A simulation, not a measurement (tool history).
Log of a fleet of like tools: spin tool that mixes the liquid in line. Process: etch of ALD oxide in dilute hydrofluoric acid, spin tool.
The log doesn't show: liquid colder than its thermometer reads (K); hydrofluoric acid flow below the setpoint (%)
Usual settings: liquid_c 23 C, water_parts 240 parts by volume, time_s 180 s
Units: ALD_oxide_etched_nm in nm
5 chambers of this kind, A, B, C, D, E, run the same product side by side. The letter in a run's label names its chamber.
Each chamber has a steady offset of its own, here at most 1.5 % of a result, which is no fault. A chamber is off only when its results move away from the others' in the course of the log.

| run | day | liquid_c | water_parts | time_s | hours since the thermometer was replaced | hours since the hydrofluoric acid flow meter was replaced | read-back film thickness of the ALD oxide reference wafer, read on the same gauge (nm) | ALD_oxide_etched_nm |
|---|---|---|---|---|---|---|---|---|
| 1B | 0.204 | 23 | 240 | 180 | 71 | 143.2 | 139.99 | 6.8585 |
| 2D | 0.425 | 23 | 240 | 180 | 794 | 1134.7 | 139.99 | 6.8663 |
| 3C | 0.525 | 23 | 240 | 180 | 637.6 | 351.4 | 140.01 | 6.7721 |
| 4E | 0.654 | 23 | 240 | 180 | 718.8 | 96.4 | 139.99 | 6.7932 |
| 5A | 0.779 | 23 | 240 | 180 | 1950.5 | 1079.1 | 139.99 | 6.8709 |
| 6C | 0.883 | 23 | 240 | 180 | 646.2 | 360 | 139.99 | 6.7682 |
| 7A | 1.096 | 23 | 240 | 180 | 1958.1 | 1086.7 | 139.98 | 6.8938 |
| 8D | 1.217 | 25.5 | 240 | 180 | 813 | 1153.7 | 139.99 | 7.5366 |
| 9B | 1.392 | 25.5 | 240 | 180 | 99.5 | 171.7 | 140 | 7.5897 |
| 10E | 1.5 | 25.5 | 240 | 180 | 739.1 | 116.7 | 140 | 7.395 |
| 11D | 1.683 | 25.5 | 240 | 180 | 824.2 | 1164.9 | 139.99 | 7.5504 |
| 12B | 1.808 | 25.5 | 240 | 180 | 109.5 | 181.7 | 140 | 7.5657 |
| 13A | 2.008 | 23 | 240 | 180 | 1980 | 1108.6 | 140.01 | 6.8801 |
| 14C | 2.225 | 23 | 240 | 115 | 678.4 | 392.2 | 139.99 | 4.3329 |
| 15E | 2.333 | 23 | 240 | 115 | 759.1 | 136.7 | 139.99 | 4.2592 |
| 16D | 2.442 | 23 | 240 | 115 | 842.4 | 1183.1 | 140.02 | 4.3592 |
| 17C | 2.567 | 23 | 240 | 115 | 686.6 | 400.4 | 140.05 | 4.3452 |
| 18B | 2.767 | 23 | 240 | 115 | 132.5 | 204.7 | 139.98 | 4.3685 |
| 19A | 2.921 | 23 | 240 | 180 | 2001.9 | 1130.5 | 140 | 6.8894 |
| 20E | 3.092 | 23 | 240 | 180 | 777.3 | 154.9 | 140 | 6.6416 |
| 21C | 3.204 | 23 | 175 | 180 | 701.9 | 415.7 | 139.98 | 9.9539 |
| 22B | 3.396 | 23 | 175 | 180 | 147.6 | 219.8 | 140 | 10.049 |
| 23D | 3.504 | 23 | 175 | 180 | 867.9 | 1208.6 | 139.98 | 10.131 |
| 24A | 3.671 | 23 | 175 | 180 | 2019.9 | 1148.5 | 140 | 10.015 |
| 25E | 3.812 | 23 | 175 | 180 | 794.6 | 172.2 | 140.02 | 9.655 |
| 26E | 4.012 | 23 | 240 | 180 | 799.4 | 177 | 139.99 | 6.6112 |
| 27C | 4.142 | 23 | 240 | 180 | 724.4 | 438.2 | 140 | 6.7272 |
| 28D | 4.333 | 21 | 180 | 180 | 887.8 | 1228.5 | 140 | 9.0499 |
| 29A | 4.533 | 21 | 180 | 180 | 2040.6 | 1169.2 | 140 | 9.1098 |
| 30B | 4.633 | 21 | 180 | 180 | 177.3 | 249.5 | 140 | 9.149 |
| 31D | 4.846 | 21 | 180 | 180 | 900.1 | 1240.8 | 140.05 | 9.0783 |
| 32E | 5 | 21 | 180 | 180 | 823.1 | 200.7 | 140.02 | 8.542 |
| 33B | 5.133 | 23 | 240 | 180 | 189.3 | 261.5 | 139.99 | 6.8827 |
| 34A | 5.292 | 23 | 240 | 180 | 2058.8 | 1187.4 | 140.02 | 6.8869 |
| 35C | 5.408 | 23 | 240 | 180 | 754.8 | 468.6 | 139.99 | 6.7563 |

What goes on in this fleet: one chamber off, a drifting gauge, or nothing beyond the chambers' own small offsets? Name the chamber and the cause, if any.

Chamber E drifts away from the others.
Cause: liquid colder than its thermometer reads (K) = 1.37.
The log may not tell that from: hydrofluoric acid flow below the setpoint (%).

Here are 4 candidates for chamber E's next run, each the usual settings with a change, their results left as question marks. Which one brings its results back in line with what the others give on the usual settings?
In line means no further than this from the other chambers' mean on the usual settings: ALD_oxide_etched_nm 0.12 nm
| 36E-1 | 5.571 | 23 | 240 | 175 |  |  |  | ? |
| 36E-2 | 5.571 | 23 | 240 | 190 |  |  |  | ? |
| 36E-3 | 5.571 | 21.5 | 240 | 180 |  |  |  | ? |
| 36E-4 | 5.571 | 23 | 240 | 185 |  |  |  | ? |

The other chambers' mean on the usual settings: ALD_oxide_etched_nm 6.8492 nm
| run | ALD_oxide_etched_nm |
|---|---|
| 36E-1 | 6.2759 |
| 36E-2 | 6.8139 |
| 36E-3 | 6.099 |
| 36E-4 | 6.6346 |
36E-2 brings the chamber back in line.
